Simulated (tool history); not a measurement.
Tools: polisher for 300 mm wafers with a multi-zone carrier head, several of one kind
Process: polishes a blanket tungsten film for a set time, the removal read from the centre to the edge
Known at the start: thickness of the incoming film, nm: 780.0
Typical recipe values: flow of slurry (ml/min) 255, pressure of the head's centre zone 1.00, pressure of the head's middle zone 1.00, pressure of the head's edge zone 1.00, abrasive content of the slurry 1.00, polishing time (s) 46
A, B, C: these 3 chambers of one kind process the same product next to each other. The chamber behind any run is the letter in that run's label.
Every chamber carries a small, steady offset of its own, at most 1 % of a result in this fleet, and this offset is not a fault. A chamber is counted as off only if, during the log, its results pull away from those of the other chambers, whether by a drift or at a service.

run	hour	flow of slurry (ml/min)	pressure of the head's centre zone	pressure of the head's middle zone	pressure of the head's edge zone	abrasive content of the slurry	polishing time (s)	film removed at the wafer's centre (Å)	film removed at mid-radius (Å)	film removed at the wafer's edge (Å)
1B	10.3	255	1.00	1.00	1.00	1.00	46	2227.4	2222.9	2238.3
# hour 11.6: chamber C: worn pad replaced by a new one
# hour 13.2: chamber B: worn pad replaced by a new one
2A	20.7	255	1.00	1.00	1.00	1.00	46	2217.2	2249.8	2209.8
3C	32.2	255	1.00	1.00	1.00	1.00	46	2267.4	2255.9	2216.2
4B	40.2	255	1.00	1.00	1.00	1.00	46	2232.2	2239.1	2207.0
5A	49.9	255	1.00	1.00	1.00	1.00	46	2226.7	2214.6	2199.1
6C	62.9	255	1.00	1.00	1.00	1.00	46	2224.6	2210.5	2215.9
7B	75.8	255	1.00	1.00	1.00	1.00	46	2220.7	2191.0	2230.5
8C	86.2	255	1.00	1.00	1.00	1.00	46	2245.2	2200.7	2236.6
9A	97.9	255	1.00	1.00	1.00	1.00	46	2231.5	2221.0	2204.3
10A	108.7	255	1.00	1.00	1.00	1.00	46	2224.1	2222.8	2201.2
# hour 108.9: chamber B: worn pad replaced by a new one
# hour 111.7: chamber C: worn pad replaced by a new one
11C	119.7	255	1.08	1.00	1.12	1.00	46	2420.2	2201.1	2377.7
# hour 120.8: chamber B: centre zone pressure recalibrated
# hour 124.0: chamber A: slurry nozzle cleaned
12B	126.1	255	1.08	1.00	1.12	1.00	46	2424.0	2196.8	2358.8
13C	136.4	255	1.08	1.00	1.12	1.00	46	2434.9	2189.7	2398.6
14B	149.1	255	1.00	1.00	1.00	1.00	46	2250.3	2251.0	2235.0
# hour 156.5: chamber A: edge zone pressure recalibrated
15A	161.4	255	1.00	1.00	0.93	1.00	31	1491.9	1469.9	1454.2
16A	169.7	255	1.00	1.00	0.93	1.00	31	1492.1	1499.5	1451.3
17C	183.0	255	1.00	1.00	0.93	1.00	31	1501.9	1463.2	1447.4
# hour 189.8: chamber C: worn pad replaced by a new one
18B	196.3	255	1.00	1.00	1.00	1.00	46	2239.4	2233.0	2200.5
19A	205.0	255	1.00	1.00	1.00	1.00	46	2221.0	2186.0	2162.3
# hour 205.5: chamber B: slurry nozzle cleaned
20C	211.7	255	1.00	1.00	1.00	1.00	46	2226.7	2267.6	2266.3
# hour 213.1: chamber B: worn pad replaced by a new one
21B	220.5	255	1.00	1.00	1.00	1.00	46	2233.6	2236.9	2234.9
# hour 225.1: chamber A: centre zone pressure recalibrated
# hour 229.1: chamber B: edge zone pressure recalibrated
22B	233.7	255	1.00	1.00	1.00	1.00	46	2227.1	2205.9	2233.9
23C	243.9	255	1.00	1.00	1.00	1.00	46	2269.2	2250.6	2257.4
24A	254.6	325	1.00	0.92	1.00	1.00	46	2218.9	2081.3	2166.1
25C	265.1	325	1.00	0.92	1.00	1.00	46	2318.8	2076.5	2312.8
# hour 266.9: chamber C: worn pad replaced by a new one
26A	277.8	325	1.00	0.92	1.00	1.00	46	2232.8	2056.5	2158.1
27B	287.8	255	1.00	1.00	1.00	1.00	46	2208.4	2245.7	2197.2
28A	298.3	255	1.00	1.00	1.00	1.00	46	2147.8	2124.2	2120.9
29B	307.8	255	1.00	1.00	1.00	1.00	46	2231.4	2228.6	2211.6
# hour 314.6: chamber B: worn pad replaced by a new one
30C	319.0	255	1.00	1.00	1.00	1.00	46	2262.8	2252.6	2267.8
31A	326.3	255	1.00	1.00	1.00	1.00	46	2118.2	2140.3	2096.8
32C	339.6	255	1.00	1.00	1.00	1.00	46	2239.6	2255.5	2286.5
33B	349.7	255	1.00	1.00	1.00	1.00	46	2271.2	2254.6	2239.1
34B	362.6	255	1.00	1.00	1.00	1.00	46	2207.5	2201.3	2237.6
# hour 362.8: chamber C: worn pad replaced by a new one
35C	373.9	255	1.00	1.00	1.00	1.00	46	2240.1	2268.6	2227.4
36A	379.8	255	1.00	1.00	1.00	1.00	46	2071.7	2021.0	2028.5
37B	389.0	255	1.00	1.00	1.00	1.00	46	2213.6	2233.8	2233.4
38C	398.3	255	1.00	1.00	1.00	1.00	46	2217.1	2241.7	2262.4
39A	407.8	255	1.00	1.00	1.00	1.20	46	2134.9	2177.6	2135.3
# hour 414.5: chamber B: worn pad replaced by a new one
40B	414.7	255	1.00	1.00	1.00	1.20	46	2357.3	2311.0	2325.0
41C	427.5	255	1.00	1.00	1.00	1.20	46	2342.7	2310.0	2341.1
42A	434.0	255	1.00	1.00	1.00	0.75	46	1864.5	1874.1	1891.9
43C	445.5	255	1.00	1.00	1.00	0.75	46	2125.2	2103.9	2087.0
44B	452.3	255	1.00	1.00	1.00	0.75	46	2045.5	2066.7	2071.3

Next, every chamber runs the same settings. What will each give?
45A	461.8	255	1.00	1.00	1.00	1.00	46	?	?	?
45B	461.8	255	1.00	1.00	1.00	1.00	46	?	?	?
45C	461.8	255	1.00	1.00	1.00	1.00	46	?	?	?

run	film removed at the wafer's centre (Å)	film removed at mid-radius (Å)	film removed at the wafer's edge (Å)
45A	2020.5	2039.5	1983.8
45B	2207.3	2154.9	2183.0
45C	2240.4	2233.1	2232.6
